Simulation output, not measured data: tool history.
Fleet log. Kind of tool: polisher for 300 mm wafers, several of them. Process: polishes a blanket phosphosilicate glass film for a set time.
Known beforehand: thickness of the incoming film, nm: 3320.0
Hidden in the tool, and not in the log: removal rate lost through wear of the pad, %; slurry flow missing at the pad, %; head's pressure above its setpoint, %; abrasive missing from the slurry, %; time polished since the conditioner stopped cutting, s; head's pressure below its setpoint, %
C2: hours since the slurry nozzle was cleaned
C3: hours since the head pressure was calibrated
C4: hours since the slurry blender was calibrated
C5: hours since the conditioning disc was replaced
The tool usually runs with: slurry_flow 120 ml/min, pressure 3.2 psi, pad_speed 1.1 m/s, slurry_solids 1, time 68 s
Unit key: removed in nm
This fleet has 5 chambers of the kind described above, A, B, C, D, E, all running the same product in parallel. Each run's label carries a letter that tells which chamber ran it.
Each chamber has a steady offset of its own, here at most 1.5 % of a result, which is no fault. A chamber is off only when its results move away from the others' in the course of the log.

run 1A hour=3.2 | slurry_flow=120 pressure=3.2 pad_speed=1.1 slurry_solids=1 time=68 | wafers_polished_on_this_pad=718 C2=76.8 C3=280.2 C4=116.5 C5=57.4 | removed=599.62
-- hour=3.3 chamber A: worn pad replaced by a new one
-- hour=6.4 chamber D: conditioning disc replaced and pad reconditioned
run 2D hour=6.6 | slurry_flow=120 pressure=3.2 pad_speed=1.1 slurry_solids=1 time=68 | wafers_polished_on_this_pad=598 C2=403.5 C3=210.2 C4=237.3 C5=0.2 | removed=596.05
run 3B hour=8.7 | slurry_flow=120 pressure=3.2 pad_speed=1.1 slurry_solids=1 time=68 | wafers_polished_on_this_pad=247 C2=20.7 C3=1003.1 C4=147 C5=392.6 | removed=592.62
run 4E hour=11.3 | slurry_flow=120 pressure=3.2 pad_speed=1.1 slurry_solids=1 time=68 | wafers_polished_on_this_pad=225 C2=27.3 C3=325.4 C4=169.6 C5=260 | removed=594.74
run 5C hour=14.8 | slurry_flow=155 pressure=3.2 pad_speed=1.1 slurry_solids=1 time=56 | wafers_polished_on_this_pad=283 C2=360.6 C3=293 C4=118.1 C5=147.2 | removed=519.84
run 6D hour=19.2 | slurry_flow=155 pressure=3.2 pad_speed=1.1 slurry_solids=1 time=56 | wafers_polished_on_this_pad=745 C2=416.1 C3=222.8 C4=249.9 C5=12.8 | removed=513.86
run 7E hour=21.2 | slurry_flow=155 pressure=3.2 pad_speed=1.1 slurry_solids=1 time=56 | wafers_polished_on_this_pad=340 C2=37.2 C3=335.3 C4=179.5 C5=269.9 | removed=508.11
run 8C hour=24.1 | slurry_flow=155 pressure=3.2 pad_speed=1.1 slurry_solids=1 time=56 | wafers_polished_on_this_pad=391 C2=369.9 C3=302.3 C4=127.4 C5=156.5 | removed=512.19
run 9B hour=26.9 | slurry_flow=155 pressure=3.2 pad_speed=1.1 slurry_solids=1 time=56 | wafers_polished_on_this_pad=459 C2=38.9 C3=1021.3 C4=165.2 C5=410.8 | removed=516.43
run 10A hour=29.5 | slurry_flow=120 pressure=3.2 pad_speed=1.1 slurry_solids=1 time=68 | wafers_polished_on_this_pad=305 C2=103.1 C3=306.5 C4=142.8 C5=83.7 | removed=603.46
run 11D hour=32.7 | slurry_flow=120 pressure=3.2 pad_speed=1.1 slurry_solids=1 time=51 | wafers_polished_on_this_pad=902 C2=429.6 C3=236.3 C4=263.4 C5=26.3 | removed=445.22
run 12E hour=36 | slurry_flow=120 pressure=3.2 pad_speed=1.1 slurry_solids=1 time=51 | wafers_polished_on_this_pad=512 C2=52 C3=350.1 C4=194.3 C5=284.7 | removed=450.66
run 13C hour=39.5 | slurry_flow=120 pressure=3.2 pad_speed=1.1 slurry_solids=1 time=51 | wafers_polished_on_this_pad=571 C2=385.3 C3=317.7 C4=142.8 C5=171.9 | removed=445.13
run 14A hour=41.9 | slurry_flow=120 pressure=3.2 pad_speed=1.1 slurry_solids=1 time=51 | wafers_polished_on_this_pad=450 C2=115.5 C3=318.9 C4=155.2 C5=96.1 | removed=456.85
run 15B hour=43.9 | slurry_flow=120 pressure=3.2 pad_speed=1.1 slurry_solids=1 time=51 | wafers_polished_on_this_pad=657 C2=55.9 C3=1038.3 C4=182.2 C5=427.8 | removed=441.77
-- hour=44.2 chamber B: head pressure recalibrated
-- hour=46.6 chamber C: slurry nozzle cleaned
run 16B hour=48.2 | slurry_flow=120 pressure=3.2 pad_speed=1.1 slurry_solids=1 time=68 | wafers_polished_on_this_pad=707 C2=60.2 C3=4 C4=186.5 C5=432.1 | removed=556.41
-- hour=49.6 chamber A: slurry blender recalibrated
-- hour=51.6 chamber A: worn pad replaced by a new one
run 17A hour=51.9 | slurry_flow=120 pressure=3.2 pad_speed=1.1 slurry_solids=1 time=68 | wafers_polished_on_this_pad=3 C2=125.5 C3=328.9 C4=2.3 C5=106.1 | removed=604.99
run 18D hour=55.1 | slurry_flow=120 pressure=3.2 pad_speed=1.1 slurry_solids=1 time=68 | wafers_polished_on_this_pad=1163 C2=452 C3=258.7 C4=285.8 C5=48.7 | removed=592.41
run 19E hour=57.4 | slurry_flow=120 pressure=3.2 pad_speed=1.1 slurry_solids=1 time=68 | wafers_polished_on_this_pad=762 C2=73.4 C3=371.5 C4=215.7 C5=306.1 | removed=594.15
-- hour=60.9 chamber A: conditioning disc replaced and pad reconditioned
run 20C hour=61.3 | slurry_flow=120 pressure=4 pad_speed=1.42 slurry_solids=1 time=68 | wafers_polished_on_this_pad=825 C2=14.8 C3=339.5 C4=164.6 C5=193.7 | removed=913.25
run 21D hour=63.6 | slurry_flow=120 pressure=4 pad_speed=1.42 slurry_solids=1 time=68 | wafers_polished_on_this_pad=1262 C2=460.5 C3=267.2 C4=294.3 C5=57.2 | removed=914.14
run 22A hour=65.6 | slurry_flow=120 pressure=4 pad_speed=1.42 slurry_solids=1 time=68 | wafers_polished_on_this_pad=163 C2=139.2 C3=342.6 C4=16 C5=4.7 | removed=905.72
-- hour=69.7 chamber B: worn pad replaced by a new one
run 23C hour=69.8 | slurry_flow=120 pressure=4 pad_speed=1.42 slurry_solids=1 time=68 | wafers_polished_on_this_pad=924 C2=23.3 C3=348 C4=173.1 C5=202.2 | removed=913.29
run 24E hour=72.9 | slurry_flow=120 pressure=4 pad_speed=1.42 slurry_solids=1 time=68 | wafers_polished_on_this_pad=942 C2=88.9 C3=387 C4=231.2 C5=321.6 | removed=917.99
run 25B hour=76.5 | slurry_flow=120 pressure=3.2 pad_speed=1.1 slurry_solids=1 time=68 | wafers_polished_on_this_pad=79 C2=88.5 C3=32.3 C4=214.8 C5=460.4 | removed=548.34
run 26C hour=78.4 | slurry_flow=120 pressure=3.2 pad_speed=1.1 slurry_solids=1 time=68 | wafers_polished_on_this_pad=1024 C2=31.9 C3=356.6 C4=181.7 C5=210.8 | removed=595.39
-- hour=82 chamber D: worn pad replaced by a new one
run 27B hour=82.1 | slurry_flow=120 pressure=3.2 pad_speed=1.1 slurry_solids=1 time=68 | wafers_polished_on_this_pad=144 C2=94.1 C3=37.9 C4=220.4 C5=466 | removed=554.54
-- hour=82.9 chamber E: worn pad replaced by a new one
run 28E hour=85 | slurry_flow=120 pressure=3.2 pad_speed=1.1 slurry_solids=1 time=68 | wafers_polished_on_this_pad=25 C2=101 C3=399.1 C4=243.3 C5=333.7 | removed=590.83
run 29D hour=88.9 | slurry_flow=120 pressure=3.2 pad_speed=1.1 slurry_solids=1 time=68 | wafers_polished_on_this_pad=80 C2=485.8 C3=292.5 C4=319.6 C5=82.5 | removed=592.29
-- hour=90.9 chamber C: worn pad replaced by a new one
run 30A hour=92.4 | slurry_flow=120 pressure=3.2 pad_speed=1.1 slurry_solids=1 time=68 | wafers_polished_on_this_pad=475 C2=166 C3=369.4 C4=42.8 C5=31.5 | removed=600.77
-- hour=94.4 chamber D: slurry blender recalibrated
-- hour=94.9 chamber C: head pressure recalibrated
run 31C hour=96.5 | slurry_flow=120 pressure=3.2 pad_speed=1.1 slurry_solids=1 time=68 | wafers_polished_on_this_pad=66 C2=50 C3=1.7 C4=199.8 C5=228.9 | removed=595.21
run 32D hour=98.9 | slurry_flow=120 pressure=3.2 pad_speed=1.1 slurry_solids=1 time=68 | wafers_polished_on_this_pad=196 C2=495.8 C3=302.5 C4=4.6 C5=92.5 | removed=597.24
run 33B hour=102.2 | slurry_flow=120 pressure=3.2 pad_speed=1.1 slurry_solids=1 time=68 | wafers_polished_on_this_pad=378 C2=114.2 C3=58 C4=240.5 C5=486.1 | removed=554.15
run 34E hour=104.5 | slurry_flow=120 pressure=3.2 pad_speed=1.1 slurry_solids=1 time=68 | wafers_polished_on_this_pad=252 C2=120.5 C3=418.6 C4=262.8 C5=353.2 | removed=586.75
-- hour=108.1 chamber A: worn pad replaced by a new one
run 35A hour=108.5 | slurry_flow=120 pressure=3.2 pad_speed=1.1 slurry_solids=1 time=68 | wafers_polished_on_this_pad=4 C2=182.1 C3=385.5 C4=58.9 C5=47.6 | removed=604.05
run 36C hour=111.2 | slurry_flow=120 pressure=3.2 pad_speed=1.1 slurry_solids=1 time=68 | wafers_polished_on_this_pad=237 C2=64.7 C3=16.4 C4=214.5 C5=243.6 | removed=589.67
run 37A hour=115.6 | slurry_flow=120 pressure=3.2 pad_speed=1.1 slurry_solids=1 time=56 | wafers_polished_on_this_pad=87 C2=189.2 C3=392.6 C4=66 C5=54.7 | removed=488.49
run 38B hour=119.4 | slurry_flow=120 pressure=3.2 pad_speed=1.1 slurry_solids=1 time=56 | wafers_polished_on_this_pad=578 C2=131.4 C3=75.2 C4=257.7 C5=503.3 | removed=456.86
run 39E hour=123.2 | slurry_flow=120 pressure=3.2 pad_speed=1.1 slurry_solids=1 time=56 | wafers_polished_on_this_pad=470 C2=139.2 C3=437.3 C4=281.5 C5=371.9 | removed=488.54
run 40D hour=126.2 | slurry_flow=120 pressure=3.2 pad_speed=1.1 slurry_solids=1 time=56 | wafers_polished_on_this_pad=514 C2=523.1 C3=329.8 C4=31.9 C5=119.8 | removed=489.84
run 41D hour=128.6 | slurry_flow=120 pressure=3.2 pad_speed=1.1 slurry_solids=1 time=56 | wafers_polished_on_this_pad=542 C2=525.5 C3=332.2 C4=34.3 C5=122.2 | removed=494
run 42C hour=132.9 | slurry_flow=120 pressure=3.2 pad_speed=1.1 slurry_solids=1 time=68 | wafers_polished_on_this_pad=490 C2=86.4 C3=38.1 C4=236.2 C5=265.3 | removed=594.48

Next, all 5 chambers run the settings below, one line each with question marks for the results. What does each chamber give?
run 43A hour=136.1 | slurry_flow=120 pressure=3.2 pad_speed=1.1 slurry_solids=1 time=68 | removed=?
run 43B hour=136.1 | slurry_flow=120 pressure=3.2 pad_speed=1.1 slurry_solids=1 time=68 | removed=?
run 43C hour=136.1 | slurry_flow=120 pressure=3.2 pad_speed=1.1 slurry_solids=1 time=68 | removed=?
run 43D hour=136.1 | slurry_flow=120 pressure=3.2 pad_speed=1.1 slurry_solids=1 time=68 | removed=?
run 43E hour=136.1 | slurry_flow=120 pressure=3.2 pad_speed=1.1 slurry_solids=1 time=68 | removed=?

run=43A removed=606.11
run=43B removed=556.88
run=43C removed=603.46
run=43D removed=594.29
run=43E removed=595.72
